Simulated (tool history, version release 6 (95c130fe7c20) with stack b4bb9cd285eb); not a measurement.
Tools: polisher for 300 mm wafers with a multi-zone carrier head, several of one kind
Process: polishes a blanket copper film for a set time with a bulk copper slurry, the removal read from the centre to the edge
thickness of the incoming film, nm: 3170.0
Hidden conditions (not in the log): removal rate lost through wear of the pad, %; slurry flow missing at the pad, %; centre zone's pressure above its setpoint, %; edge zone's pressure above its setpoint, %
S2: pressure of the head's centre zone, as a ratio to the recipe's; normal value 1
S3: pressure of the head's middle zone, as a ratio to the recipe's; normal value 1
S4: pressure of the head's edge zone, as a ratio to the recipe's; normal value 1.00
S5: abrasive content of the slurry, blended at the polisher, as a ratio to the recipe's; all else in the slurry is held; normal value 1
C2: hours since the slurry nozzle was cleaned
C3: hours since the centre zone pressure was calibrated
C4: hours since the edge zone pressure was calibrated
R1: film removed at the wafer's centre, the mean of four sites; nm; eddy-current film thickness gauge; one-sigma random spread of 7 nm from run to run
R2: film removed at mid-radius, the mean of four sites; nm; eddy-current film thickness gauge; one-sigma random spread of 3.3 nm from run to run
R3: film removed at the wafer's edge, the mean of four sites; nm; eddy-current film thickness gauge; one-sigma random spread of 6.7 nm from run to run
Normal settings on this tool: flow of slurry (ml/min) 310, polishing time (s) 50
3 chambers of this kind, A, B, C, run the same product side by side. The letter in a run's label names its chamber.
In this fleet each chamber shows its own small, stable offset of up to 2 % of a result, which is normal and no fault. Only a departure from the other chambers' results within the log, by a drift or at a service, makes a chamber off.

{"run": "1A", "hour": 6.4, "flow of slurry (ml/min)": 310, "S2": 1, "S3": 1, "S4": 1.0, "S5": 1, "polishing time (s)": 50, "wafers polished on this pad": 1159, "C2": 110.2, "C3": 1149.1, "C4": 554.8, "R1": 515.04, "R2": 536.9, "R3": 535.93}
{"hour": 6.8, "done": "chamber C: worn pad replaced by a new one"}
{"run": "2C", "hour": 12.9, "flow of slurry (ml/min)": 310, "S2": 1, "S3": 1, "S4": 1.0, "S5": 1, "polishing time (s)": 50, "wafers polished on this pad": 90, "C2": 366.9, "C3": 113.9, "C4": 294.0, "R1": 538.36, "R2": 525.08, "R3": 526.65}
{"hour": 13.5, "done": "chamber A: worn pad replaced by a new one"}
{"run": "3B", "hour": 20.5, "flow of slurry (ml/min)": 310, "S2": 1, "S3": 1, "S4": 1.0, "S5": 1, "polishing time (s)": 50, "wafers polished on this pad": 850, "C2": 775.0, "C3": 1062.0, "C4": 347.6, "R1": 521.42, "R2": 527.03, "R3": 524.89}
{"hour": 28.6, "done": "chamber C: slurry nozzle cleaned"}
{"run": "4B", "hour": 29.0, "flow of slurry (ml/min)": 310, "S2": 1, "S3": 1, "S4": 1.0, "S5": 1, "polishing time (s)": 50, "wafers polished on this pad": 974, "C2": 783.5, "C3": 1070.5, "C4": 356.1, "R1": 532.25, "R2": 535.09, "R3": 540.03}
{"run": "5C", "hour": 34.9, "flow of slurry (ml/min)": 310, "S2": 1, "S3": 1, "S4": 1.0, "S5": 1, "polishing time (s)": 50, "wafers polished on this pad": 412, "C2": 6.3, "C3": 135.9, "C4": 316.0, "R1": 516.81, "R2": 522.74, "R3": 522.99}
{"run": "6A", "hour": 43.3, "flow of slurry (ml/min)": 310, "S2": 1, "S3": 1, "S4": 1.0, "S5": 1, "polishing time (s)": 50, "wafers polished on this pad": 437, "C2": 147.1, "C3": 1186.0, "C4": 591.7, "R1": 530.38, "R2": 539.26, "R3": 534.96}
{"run": "7A", "hour": 49.0, "flow of slurry (ml/min)": 310, "S2": 1, "S3": 1, "S4": 1.0, "S5": 1, "polishing time (s)": 50, "wafers polished on this pad": 521, "C2": 152.8, "C3": 1191.7, "C4": 597.4, "R1": 524.26, "R2": 532.95, "R3": 533.49}
{"run": "8B", "hour": 54.0, "flow of slurry (ml/min)": 310, "S2": 1, "S3": 1, "S4": 1.0, "S5": 1, "polishing time (s)": 50, "wafers polished on this pad": 1341, "C2": 808.5, "C3": 1095.5, "C4": 381.1, "R1": 527.5, "R2": 518.68, "R3": 520.21}
{"run": "9C", "hour": 58.2, "flow of slurry (ml/min)": 310, "S2": 1, "S3": 1, "S4": 1.0, "S5": 1, "polishing time (s)": 50, "wafers polished on this pad": 754, "C2": 29.6, "C3": 159.2, "C4": 339.3, "R1": 531.29, "R2": 518.85, "R3": 527.51}
{"hour": 60.6, "done": "chamber C: worn pad replaced by a new one"}
{"run": "10C", "hour": 65.2, "flow of slurry (ml/min)": 310, "S2": 1, "S3": 1, "S4": 1.0, "S5": 1, "polishing time (s)": 50, "wafers polished on this pad": 68, "C2": 36.6, "C3": 166.2, "C4": 346.3, "R1": 517.91, "R2": 519.78, "R3": 527.71}
{"run": "11B", "hour": 70.8, "flow of slurry (ml/min)": 310, "S2": 1, "S3": 1, "S4": 1.0, "S5": 1, "polishing time (s)": 50, "wafers polished on this pad": 1587, "C2": 825.3, "C3": 1112.3, "C4": 397.9, "R1": 539.16, "R2": 522.91, "R3": 533.24}
{"run": "12A", "hour": 77.6, "flow of slurry (ml/min)": 310, "S2": 1, "S3": 1, "S4": 1.0, "S5": 1, "polishing time (s)": 50, "wafers polished on this pad": 940, "C2": 181.4, "C3": 1220.3, "C4": 626.0, "R1": 539.96, "R2": 536.4, "R3": 513.21}
{"run": "13A", "hour": 84.3, "flow of slurry (ml/min)": 310, "S2": 1, "S3": 1, "S4": 1.0, "S5": 1, "polishing time (s)": 50, "wafers polished on this pad": 1038, "C2": 188.1, "C3": 1227.0, "C4": 632.7, "R1": 535.54, "R2": 530.06, "R3": 533.79}
{"run": "14C", "hour": 91.6, "flow of slurry (ml/min)": 310, "S2": 1, "S3": 1, "S4": 1.0, "S5": 1, "polishing time (s)": 50, "wafers polished on this pad": 455, "C2": 63.0, "C3": 192.6, "C4": 372.7, "R1": 528.15, "R2": 518.14, "R3": 526.51}
{"run": "15B", "hour": 95.8, "flow of slurry (ml/min)": 310, "S2": 1, "S3": 1, "S4": 1.0, "S5": 1, "polishing time (s)": 50, "wafers polished on this pad": 1954, "C2": 850.3, "C3": 1137.3, "C4": 422.9, "R1": 516.67, "R2": 515.16, "R3": 526.4}
{"run": "16A", "hour": 100.7, "flow of slurry (ml/min)": 310, "S2": 1, "S3": 1, "S4": 1.0, "S5": 1, "polishing time (s)": 50, "wafers polished on this pad": 1279, "C2": 204.5, "C3": 1243.4, "C4": 649.1, "R1": 535.65, "R2": 537.76, "R3": 518.91}
{"hour": 107.5, "done": "chamber C: worn pad replaced by a new one"}
{"run": "17C", "hour": 108.5, "flow of slurry (ml/min)": 310, "S2": 1, "S3": 1, "S4": 1.0, "S5": 1, "polishing time (s)": 50, "wafers polished on this pad": 14, "C2": 79.9, "C3": 209.5, "C4": 389.6, "R1": 547.89, "R2": 523.32, "R3": 531.97}
{"hour": 112.5, "done": "chamber A: worn pad replaced by a new one"}
{"run": "18B", "hour": 115.3, "flow of slurry (ml/min)": 310, "S2": 1, "S3": 1, "S4": 1.0, "S5": 1, "polishing time (s)": 50, "wafers polished on this pad": 2240, "C2": 869.8, "C3": 1156.8, "C4": 442.4, "R1": 521.39, "R2": 510.11, "R3": 515.14}
{"hour": 116.8, "done": "chamber B: slurry nozzle cleaned"}
{"hour": 122.4, "done": "chamber C: edge zone pressure recalibrated"}
{"run": "19B", "hour": 123.5, "flow of slurry (ml/min)": 310, "S2": 1, "S3": 1, "S4": 1.0, "S5": 1, "polishing time (s)": 50, "wafers polished on this pad": 2360, "C2": 6.7, "C3": 1165.0, "C4": 450.6, "R1": 512.43, "R2": 503.84, "R3": 500.81}
{"run": "20C", "hour": 130.0, "flow of slurry (ml/min)": 310, "S2": 1, "S3": 1, "S4": 1.0, "S5": 1, "polishing time (s)": 50, "wafers polished on this pad": 330, "C2": 101.4, "C3": 231.0, "C4": 7.7, "R1": 534.5, "R2": 525.37, "R3": 525.43}
{"run": "21A", "hour": 137.2, "flow of slurry (ml/min)": 310, "S2": 1, "S3": 1, "S4": 1.0, "S5": 1, "polishing time (s)": 50, "wafers polished on this pad": 362, "C2": 241.0, "C3": 1279.9, "C4": 685.6, "R1": 527.27, "R2": 537.65, "R3": 526.31}
{"run": "22A", "hour": 141.3, "flow of slurry (ml/min)": 310, "S2": 1, "S3": 1, "S4": 1.0, "S5": 1, "polishing time (s)": 50, "wafers polished on this pad": 422, "C2": 245.1, "C3": 1284.0, "C4": 689.7, "R1": 537.83, "R2": 531.9, "R3": 532.1}
{"hour": 141.8, "done": "chamber B: centre zone pressure recalibrated"}
{"run": "23C", "hour": 146.0, "flow of slurry (ml/min)": 310, "S2": 1, "S3": 1, "S4": 1.0, "S5": 1, "polishing time (s)": 50, "wafers polished on this pad": 564, "C2": 117.4, "C3": 247.0, "C4": 23.7, "R1": 525.66, "R2": 519.41, "R3": 528.96}
{"hour": 149.8, "done": "chamber C: worn pad replaced by a new one"}
{"run": "24B", "hour": 153.6, "flow of slurry (ml/min)": 310, "S2": 1, "S3": 1, "S4": 1.0, "S5": 1, "polishing time (s)": 50, "wafers polished on this pad": 2801, "C2": 36.8, "C3": 11.9, "C4": 480.7, "R1": 500.42, "R2": 498.7, "R3": 495.13}
{"run": "25A", "hour": 157.8, "flow of slurry (ml/min)": 310, "S2": 1, "S3": 1, "S4": 1.0, "S5": 1, "polishing time (s)": 50, "wafers polished on this pad": 664, "C2": 261.6, "C3": 1300.5, "C4": 706.2, "R1": 532.2, "R2": 538.67, "R3": 515.82}
{"run": "26C", "hour": 166.4, "flow of slurry (ml/min)": 310, "S2": 1, "S3": 1, "S4": 1.0, "S5": 1, "polishing time (s)": 50, "wafers polished on this pad": 244, "C2": 137.8, "C3": 267.4, "C4": 44.1, "R1": 513.93, "R2": 526.16, "R3": 528.41}
{"run": "27B", "hour": 171.0, "flow of slurry (ml/min)": 310, "S2": 1, "S3": 1, "S4": 1.0, "S5": 1, "polishing time (s)": 50, "wafers polished on this pad": 3056, "C2": 54.2, "C3": 29.3, "C4": 498.1, "R1": 501.53, "R2": 496.38, "R3": 489.26}
{"run": "28B", "hour": 179.3, "flow of slurry (ml/min)": 310, "S2": 1, "S3": 1, "S4": 1.0, "S5": 1, "polishing time (s)": 50, "wafers polished on this pad": 3178, "C2": 62.5, "C3": 37.6, "C4": 506.4, "R1": 497.94, "R2": 497.28, "R3": 490.23}
{"run": "29A", "hour": 183.4, "flow of slurry (ml/min)": 310, "S2": 1, "S3": 1, "S4": 1.0, "S5": 1, "polishing time (s)": 50, "wafers polished on this pad": 1040, "C2": 287.2, "C3": 1326.1, "C4": 731.8, "R1": 522.71, "R2": 537.06, "R3": 521.54}
{"run": "30C", "hour": 188.5, "flow of slurry (ml/min)": 310, "S2": 1, "S3": 1, "S4": 1.0, "S5": 1, "polishing time (s)": 50, "wafers polished on this pad": 568, "C2": 159.9, "C3": 289.5, "C4": 66.2, "R1": 515.79, "R2": 521.64, "R3": 532.5}
{"run": "31A", "hour": 192.8, "flow of slurry (ml/min)": 310, "S2": 1, "S3": 1, "S4": 1.0, "S5": 1, "polishing time (s)": 50, "wafers polished on this pad": 1177, "C2": 296.6, "C3": 1335.5, "C4": 741.2, "R1": 524.32, "R2": 526.2, "R3": 522.64}
{"run": "32B", "hour": 196.7, "flow of slurry (ml/min)": 310, "S2": 1, "S3": 1, "S4": 0.91, "S5": 1, "polishing time (s)": 50, "wafers polished on this pad": 3433, "C2": 79.9, "C3": 55.0, "C4": 523.8, "R1": 493.14, "R2": 492.99, "R3": 461.64}

Which is it: a chamber that has drifted or been left off by a service, a gauge drift common to all chambers, or only each chamber's usual small offset? If a chamber is off, name it and its likeliest cause.

One chamber, B, drifts off from the rest bit by bit.
Most likely cause: removal rate lost through wear of the pad, % = 7.51.

Chamber B could run next with any of the 4 candidate recipes listed below; each alters the usual settings, and their results appear as question marks. Which one brings its results back in line with what the other chambers deliver on the usual settings?
In line means no further than this from the other chambers' mean on the usual settings: R1 24.00 nm; R2 12.00 nm; R3 24.00 nm
{"run": "33B-1", "hour": 203.0, "flow of slurry (ml/min)": 310, "S2": 0.99, "S3": 1.01, "S4": 1.01, "S5": 1, "polishing time (s)": 56, "R1": "?", "R2": "?", "R3": "?"}
{"run": "33B-2", "hour": 203.0, "flow of slurry (ml/min)": 310, "S2": 1.01, "S3": 1.0, "S4": 0.99, "S5": 1, "polishing time (s)": 46, "R1": "?", "R2": "?", "R3": "?"}
{"run": "33B-3", "hour": 203.0, "flow of slurry (ml/min)": 310, "S2": 1.01, "S3": 1.0, "S4": 0.99, "S5": 1, "polishing time (s)": 44, "R1": "?", "R2": "?", "R3": "?"}
{"run": "33B-4", "hour": 203.0, "flow of slurry (ml/min)": 310, "S2": 0.99, "S3": 1.0, "S4": 1.01, "S5": 1, "polishing time (s)": 54, "R1": "?", "R2": "?", "R3": "?"}

Other chambers, usual settings, mean: R1 526.57 nm; R2 529.21 nm; R3 526.97 nm
run=33B-1 R1=543.01 R2=553.96 R3=543.66
run=33B-2 R1=456.03 R2=450.92 R3=442.02
run=33B-3 R1=436.20 R2=431.31 R3=422.80
run=33B-4 R1=523.57 R2=529.39 R3=524.32
33B-4 is the one that brings the chamber's results back in line with the other chambers.
